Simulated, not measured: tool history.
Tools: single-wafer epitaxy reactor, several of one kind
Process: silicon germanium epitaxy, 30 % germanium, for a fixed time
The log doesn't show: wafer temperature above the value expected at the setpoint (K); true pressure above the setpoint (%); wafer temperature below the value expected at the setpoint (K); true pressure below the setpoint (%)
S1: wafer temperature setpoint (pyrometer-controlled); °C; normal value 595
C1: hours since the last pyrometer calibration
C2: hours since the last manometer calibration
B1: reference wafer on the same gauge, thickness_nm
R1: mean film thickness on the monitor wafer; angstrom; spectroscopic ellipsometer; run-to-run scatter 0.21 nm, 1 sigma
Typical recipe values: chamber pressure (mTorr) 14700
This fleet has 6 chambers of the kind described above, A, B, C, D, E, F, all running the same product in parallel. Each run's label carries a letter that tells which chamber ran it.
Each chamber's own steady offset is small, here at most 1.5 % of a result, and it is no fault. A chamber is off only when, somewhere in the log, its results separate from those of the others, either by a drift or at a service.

{"run": "1F", "hour": 2.4, "S1": 595, "chamber pressure (mTorr)": 14700, "C1": 358.6, "C2": 736.3, "B1": 50.442, "R1": 476.32}
{"run": "2A", "hour": 6.6, "S1": 595, "chamber pressure (mTorr)": 14700, "C1": 558.6, "C2": 2669.4, "B1": 50.526, "R1": 476.54}
{"run": "3D", "hour": 9.5, "S1": 595, "chamber pressure (mTorr)": 14700, "C1": 485.3, "C2": 927.8, "B1": 50.514, "R1": 481.23}
{"run": "4C", "hour": 13.6, "S1": 595, "chamber pressure (mTorr)": 14700, "C1": 1006.3, "C2": 1484.0, "B1": 50.528, "R1": 478.22}
{"run": "5E", "hour": 16.3, "S1": 604, "chamber pressure (mTorr)": 16300, "C1": 1185.3, "C2": 728.5, "B1": 50.513, "R1": 585.84}
{"run": "6B", "hour": 20.8, "S1": 604, "chamber pressure (mTorr)": 16300, "C1": 991.6, "C2": 715.0, "B1": 50.495, "R1": 581.65}
{"run": "7B", "hour": 23.5, "S1": 604, "chamber pressure (mTorr)": 16300, "C1": 994.3, "C2": 717.7, "B1": 50.49, "R1": 578.9}
{"run": "8D", "hour": 28.3, "S1": 604, "chamber pressure (mTorr)": 16300, "C1": 504.1, "C2": 946.6, "B1": 50.584, "R1": 591.64}
{"run": "9E", "hour": 33.0, "S1": 604, "chamber pressure (mTorr)": 16300, "C1": 1202.0, "C2": 745.2, "B1": 50.455, "R1": 590.55}
{"run": "10F", "hour": 37.3, "S1": 604, "chamber pressure (mTorr)": 16300, "C1": 393.5, "C2": 771.2, "B1": 50.567, "R1": 583.49}
{"run": "11C", "hour": 40.5, "S1": 595, "chamber pressure (mTorr)": 14700, "C1": 1033.2, "C2": 1510.9, "B1": 50.515, "R1": 481.12}
{"run": "12A", "hour": 44.8, "S1": 595, "chamber pressure (mTorr)": 14700, "C1": 596.8, "C2": 2707.6, "B1": 50.502, "R1": 476.09}
{"run": "13A", "hour": 49.2, "S1": 595, "chamber pressure (mTorr)": 14700, "C1": 601.2, "C2": 2712.0, "B1": 50.541, "R1": 473.34}
{"run": "14D", "hour": 52.9, "S1": 595, "chamber pressure (mTorr)": 14700, "C1": 528.7, "C2": 971.2, "B1": 50.441, "R1": 481.02}
{"run": "15C", "hour": 57.9, "S1": 595, "chamber pressure (mTorr)": 14700, "C1": 1050.6, "C2": 1528.3, "B1": 50.496, "R1": 478.9}
{"run": "16E", "hour": 61.9, "S1": 585, "chamber pressure (mTorr)": 16900, "C1": 1230.9, "C2": 774.1, "B1": 50.506, "R1": 415.33}
{"hour": 64.9, "done": "chamber B: pyrometer calibrated"}
{"run": "17F", "hour": 65.7, "S1": 585, "chamber pressure (mTorr)": 16900, "C1": 421.9, "C2": 799.6, "B1": 50.491, "R1": 419.23}
{"run": "18B", "hour": 68.8, "S1": 585, "chamber pressure (mTorr)": 16900, "C1": 3.9, "C2": 763.0, "B1": 50.499, "R1": 430.17}
{"run": "19D", "hour": 72.3, "S1": 585, "chamber pressure (mTorr)": 16900, "C1": 548.1, "C2": 990.6, "B1": 50.509, "R1": 418.72}
{"run": "20A", "hour": 74.9, "S1": 585, "chamber pressure (mTorr)": 16900, "C1": 626.9, "C2": 2737.7, "B1": 50.471, "R1": 416.15}
{"run": "21C", "hour": 78.7, "S1": 585, "chamber pressure (mTorr)": 16900, "C1": 1071.4, "C2": 1549.1, "B1": 50.528, "R1": 417.74}
{"run": "22F", "hour": 83.8, "S1": 595, "chamber pressure (mTorr)": 14700, "C1": 440.0, "C2": 817.7, "B1": 50.512, "R1": 475.9}
{"run": "23E", "hour": 86.4, "S1": 595, "chamber pressure (mTorr)": 14700, "C1": 1255.4, "C2": 798.6, "B1": 50.504, "R1": 478.53}
{"run": "24B", "hour": 89.4, "S1": 595, "chamber pressure (mTorr)": 14700, "C1": 24.5, "C2": 783.6, "B1": 50.508, "R1": 489.13}
{"run": "25D", "hour": 94.0, "S1": 595, "chamber pressure (mTorr)": 14700, "C1": 569.8, "C2": 1012.3, "B1": 50.561, "R1": 479.07}
{"run": "26A", "hour": 97.2, "S1": 595, "chamber pressure (mTorr)": 14700, "C1": 649.2, "C2": 2760.0, "B1": 50.485, "R1": 475.54}
{"run": "27B", "hour": 100.5, "S1": 595, "chamber pressure (mTorr)": 14700, "C1": 35.6, "C2": 794.7, "B1": 50.487, "R1": 490.47}
{"run": "28F", "hour": 104.7, "S1": 595, "chamber pressure (mTorr)": 14700, "C1": 460.9, "C2": 838.6, "B1": 50.503, "R1": 479.14}
{"run": "29E", "hour": 109.6, "S1": 595, "chamber pressure (mTorr)": 14700, "C1": 1278.6, "C2": 821.8, "B1": 50.577, "R1": 478.36}
{"run": "30C", "hour": 113.2, "S1": 595, "chamber pressure (mTorr)": 14700, "C1": 1105.9, "C2": 1583.6, "B1": 50.486, "R1": 476.45}
{"run": "31E", "hour": 116.0, "S1": 595, "chamber pressure (mTorr)": 14700, "C1": 1285.0, "C2": 828.2, "B1": 50.511, "R1": 476.65}
{"run": "32F", "hour": 120.8, "S1": 595, "chamber pressure (mTorr)": 14700, "C1": 477.0, "C2": 854.7, "B1": 50.497, "R1": 473.11}
{"run": "33A", "hour": 124.5, "S1": 595, "chamber pressure (mTorr)": 14700, "C1": 676.5, "C2": 2787.3, "B1": 50.524, "R1": 473.02}
{"run": "34B", "hour": 126.9, "S1": 595, "chamber pressure (mTorr)": 14700, "C1": 62.0, "C2": 821.1, "B1": 50.491, "R1": 493.22}
{"run": "35C", "hour": 131.8, "S1": 595, "chamber pressure (mTorr)": 14700, "C1": 1124.5, "C2": 1602.2, "B1": 50.579, "R1": 477.21}
{"run": "36D", "hour": 135.3, "S1": 595, "chamber pressure (mTorr)": 12000, "C1": 611.1, "C2": 1053.6, "B1": 50.497, "R1": 443.05}
{"run": "37B", "hour": 138.0, "S1": 595, "chamber pressure (mTorr)": 12000, "C1": 73.1, "C2": 832.2, "B1": 50.531, "R1": 449.88}
{"run": "38E", "hour": 141.9, "S1": 595, "chamber pressure (mTorr)": 12000, "C1": 1310.9, "C2": 854.1, "B1": 50.526, "R1": 438.9}
{"run": "39D", "hour": 146.7, "S1": 595, "chamber pressure (mTorr)": 12000, "C1": 622.5, "C2": 1065.0, "B1": 50.466, "R1": 439.13}
{"run": "40C", "hour": 149.1, "S1": 595, "chamber pressure (mTorr)": 12000, "C1": 1141.8, "C2": 1619.5, "B1": 50.554, "R1": 443.61}
{"run": "41A", "hour": 153.5, "S1": 595, "chamber pressure (mTorr)": 12000, "C1": 705.5, "C2": 2816.3, "B1": 50.539, "R1": 439.03}
{"run": "42F", "hour": 157.3, "S1": 595, "chamber pressure (mTorr)": 14700, "C1": 513.5, "C2": 891.2, "B1": 50.507, "R1": 475.86}
{"run": "43B", "hour": 161.0, "S1": 595, "chamber pressure (mTorr)": 14700, "C1": 96.1, "C2": 855.2, "B1": 50.523, "R1": 486.94}
{"run": "44C", "hour": 164.8, "S1": 595, "chamber pressure (mTorr)": 14700, "C1": 1157.5, "C2": 1635.2, "B1": 50.521, "R1": 480.87}

Has any chamber moved away from the others, gradually or after a service, or does the common gauge drift, or do the chambers differ only by their own small steady offsets? State the chamber and the most likely cause if one applies.

The work done on chamber B during a service left it standing apart from the others.
Cause: wafer temperature above the value expected at the setpoint (K) = 1.73.

Here are 4 candidates for chamber B's next run, each the usual settings with a change, their results left as question marks. Which one brings its results back in line with what the others give on the usual settings?
Allowed miss from the other chambers' usual-settings mean, per result, to count as in line: R1 7.20 angstrom
{"run": "45B-1", "hour": 168.6, "S1": 594, "chamber pressure (mTorr)": 14600, "R1": "?"}
{"run": "45B-2", "hour": 168.6, "S1": 592, "chamber pressure (mTorr)": 14700, "R1": "?"}
{"run": "45B-3", "hour": 168.6, "S1": 596, "chamber pressure (mTorr)": 14800, "R1": "?"}
{"run": "45B-4", "hour": 168.6, "S1": 598, "chamber pressure (mTorr)": 14700, "R1": "?"}

Usual-settings mean across the other chambers: R1 477.29 angstrom
run=45B-1 R1=479.38
run=45B-2 R1=463.48
run=45B-3 R1=499.76
run=45B-4 R1=516.74
The right change is 45B-1: it brings the chamber back within the allowed miss of the others.

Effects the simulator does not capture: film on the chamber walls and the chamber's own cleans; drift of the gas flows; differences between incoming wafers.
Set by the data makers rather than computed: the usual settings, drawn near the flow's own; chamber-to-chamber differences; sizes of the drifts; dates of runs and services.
